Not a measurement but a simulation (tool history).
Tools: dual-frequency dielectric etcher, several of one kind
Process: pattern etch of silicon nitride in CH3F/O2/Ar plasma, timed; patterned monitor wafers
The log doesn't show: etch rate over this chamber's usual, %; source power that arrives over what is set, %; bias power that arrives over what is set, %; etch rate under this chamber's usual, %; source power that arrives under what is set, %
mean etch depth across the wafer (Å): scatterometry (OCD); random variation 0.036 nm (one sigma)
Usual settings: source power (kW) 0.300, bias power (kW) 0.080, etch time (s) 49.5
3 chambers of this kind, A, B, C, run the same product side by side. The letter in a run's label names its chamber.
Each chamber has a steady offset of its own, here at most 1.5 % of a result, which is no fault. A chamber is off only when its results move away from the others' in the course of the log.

run,hour,source power (kW),bias power (kW),etch time (s),hours since the last wet clean,hours since the last source power generator calibration,hours since the last bias power generator calibration,"read-back reference wafer on the same gauge, depth_nm",mean etch depth across the wafer (Å)
1A,12.8,0.300,0.080,49.5,381.4,2006.0,2031.9,27.909,326.33
2B,20.4,0.300,0.080,49.5,443.5,2587.8,3264.7,27.914,321.53
3C,32.8,0.300,0.080,49.5,293.6,629.8,3723.2,27.911,324.57
4B,43.9,0.300,0.080,49.5,467.0,2611.3,3288.2,27.938,320.87
5C,51.6,0.300,0.080,49.5,312.4,648.6,3742.0,27.935,324.49
6A,60.2,0.300,0.071,49.5,428.8,2053.4,2079.3,27.924,313.42
7B,71.3,0.300,0.071,49.5,494.4,2638.7,3315.6,27.945,307.85
8C,84.5,0.300,0.071,49.5,345.3,681.5,3774.9,27.950,311.34
9A,91.6,0.300,0.080,49.5,460.2,2084.8,2110.7,27.959,327.08
# hour 95.6: chamber B: wet clean of the chamber
# hour 101.4: chamber A: wet clean of the chamber
10A,101.6,0.300,0.080,49.5,0.3,2094.8,2120.7,27.970,326.82
11B,110.1,0.300,0.080,49.5,14.6,2677.5,3354.4,27.966,321.98
12C,123.4,0.380,0.062,49.5,384.2,720.4,3813.8,27.970,324.78
13B,130.3,0.380,0.062,49.5,34.8,2697.7,3374.6,27.981,322.34
14A,140.0,0.380,0.062,49.5,38.7,2133.2,2159.1,27.987,328.85
# hour 145.5: chamber C: wet clean of the chamber
15C,150.6,0.300,0.080,49.5,5.1,747.6,3841.0,27.995,325.59
16A,162.1,0.300,0.080,49.5,60.8,2155.3,2181.2,28.001,327.45
17C,170.5,0.300,0.080,49.5,25.0,767.5,3860.9,28.000,325.46
18B,179.7,0.220,0.087,49.5,84.2,2747.1,3424.0,28.007,296.60
19C,189.6,0.220,0.087,49.5,44.1,786.6,3880.0,28.015,298.92
20A,200.6,0.220,0.087,49.5,99.3,2193.8,2219.7,28.025,301.44

Is one chamber off against the others, does the gauge drift, or is nothing wrong? If a chamber is off, say which, and what the likeliest cause is.

The gauge drifts, so all chambers seem to drift together. No chamber is off.
Cause: gauge reads high (%) = 0.472.

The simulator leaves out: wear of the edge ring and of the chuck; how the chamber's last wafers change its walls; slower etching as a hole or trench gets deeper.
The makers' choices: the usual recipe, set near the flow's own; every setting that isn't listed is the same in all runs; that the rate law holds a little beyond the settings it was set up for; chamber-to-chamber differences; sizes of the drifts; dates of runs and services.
